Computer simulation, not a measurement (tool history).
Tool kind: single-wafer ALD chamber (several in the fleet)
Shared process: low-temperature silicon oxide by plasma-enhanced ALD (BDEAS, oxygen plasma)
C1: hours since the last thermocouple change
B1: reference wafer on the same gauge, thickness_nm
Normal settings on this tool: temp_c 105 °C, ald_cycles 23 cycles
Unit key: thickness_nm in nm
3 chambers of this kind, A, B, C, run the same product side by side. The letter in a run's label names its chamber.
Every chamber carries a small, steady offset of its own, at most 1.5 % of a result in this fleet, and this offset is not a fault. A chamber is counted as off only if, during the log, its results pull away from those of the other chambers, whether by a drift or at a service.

Run 1A, hour 7.9: usual settings; C1 2107.4; B1 3.2485. Result: thickness_nm 3.2782 nm.
Run 2C, hour 18.4: usual settings; C1 1449.5; B1 3.2462. Result: thickness_nm 3.2897 nm.
Run 3B, hour 26.5: usual settings; C1 350.2; B1 3.248. Result: thickness_nm 3.278 nm.
Run 4A, hour 36.2: usual settings; C1 2135.7; B1 3.2468. Result: thickness_nm 3.2368 nm.
Run 5B, hour 45.9: usual settings; C1 369.6; B1 3.2478. Result: thickness_nm 3.2629 nm.
Run 6C, hour 54.4: usual settings; C1 1485.5; B1 3.2534. Result: thickness_nm 3.3176 nm.
Run 7A, hour 63.6: usual settings; C1 2163.1; B1 3.2437. Result: thickness_nm 3.2853 nm.
Run 8C, hour 69: usual settings; C1 1500.1; B1 3.249. Result: thickness_nm 3.2946 nm.
Run 9B, hour 76.2: usual settings; C1 399.9; B1 3.2498. Result: thickness_nm 3.2186 nm.
Run 10C, hour 86.3: usual settings; C1 1517.4; B1 3.2513. Result: thickness_nm 3.3032 nm.
Run 11A, hour 93.3: usual settings; C1 2192.8; B1 3.2531. Result: thickness_nm 3.2377 nm.
Run 12B, hour 103: usual settings; C1 426.7; B1 3.249. Result: thickness_nm 3.2563 nm.
Run 13A, hour 110.2: usual settings; C1 2209.7; B1 3.2502. Result: thickness_nm 3.2452 nm.
Run 14B, hour 120.3: usual settings; C1 444; B1 3.251. Result: thickness_nm 3.2252 nm.
Run 15C, hour 128.5: usual settings; C1 1559.6; B1 3.2535. Result: thickness_nm 3.2793 nm.
Run 16C, hour 138: usual settings; C1 1569.1; B1 3.2512. Result: thickness_nm 3.3066 nm.
Run 17B, hour 143.9: usual settings; C1 467.6; B1 3.2504. Result: thickness_nm 3.239 nm.
Run 18A, hour 149.9: usual settings but temp_c 118 °C; C1 2249.4; B1 3.2498. Result: thickness_nm 3.1655 nm.
Run 19C, hour 160: usual settings but temp_c 118 °C; C1 1591.1; B1 3.246. Result: thickness_nm 3.1889 nm.
Run 20A, hour 169.5: usual settings but temp_c 118 °C; C1 2269; B1 3.2518. Result: thickness_nm 3.1808 nm.
Run 21B, hour 176.3: usual settings; C1 500; B1 3.2494. Result: thickness_nm 3.2519 nm.
Run 22C, hour 181.7: usual settings; C1 1612.8; B1 3.2497. Result: thickness_nm 3.2691 nm.
Run 23B, hour 187.4: usual settings; C1 511.1; B1 3.2493. Result: thickness_nm 3.2648 nm.
Run 24A, hour 197: usual settings; C1 2296.5; B1 3.2506. Result: thickness_nm 3.2346 nm.
Run 25C, hour 202.8: usual settings; C1 1633.9; B1 3.252. Result: thickness_nm 3.3166 nm.
At hour 204.3: chamber A: thermocouple changed; heater temperature recalibrated.
Run 26B, hour 213.1: usual settings; C1 536.8; B1 3.2518. Result: thickness_nm 3.275 nm.
Run 27A, hour 223.1: usual settings; C1 18.9; B1 3.2534. Result: thickness_nm 3.2465 nm.
Run 28C, hour 229.1: usual settings but temp_c 93 °C, ald_cycles 25 cycles; C1 1660.2; B1 3.247. Result: thickness_nm 3.6944 nm.
Run 29A, hour 235: usual settings but temp_c 93 °C, ald_cycles 25 cycles; C1 30.8; B1 3.2536. Result: thickness_nm 3.6935 nm.
Run 30B, hour 241.5: usual settings but temp_c 93 °C, ald_cycles 25 cycles; C1 565.2; B1 3.2493. Result: thickness_nm 3.6599 nm.

For the next run the whole fleet of 3 chambers uses the same settings. Give each chamber's results:
Run 31A, hour 249.1: usual settings but temp_c 115 °C. Result: thickness_nm ?.
Run 31B, hour 249.1: usual settings but temp_c 115 °C. Result: thickness_nm ?.
Run 31C, hour 249.1: usual settings but temp_c 115 °C. Result: thickness_nm ?.

run  thickness_nm
31A         3.157
31B        3.1773
31C        3.2385

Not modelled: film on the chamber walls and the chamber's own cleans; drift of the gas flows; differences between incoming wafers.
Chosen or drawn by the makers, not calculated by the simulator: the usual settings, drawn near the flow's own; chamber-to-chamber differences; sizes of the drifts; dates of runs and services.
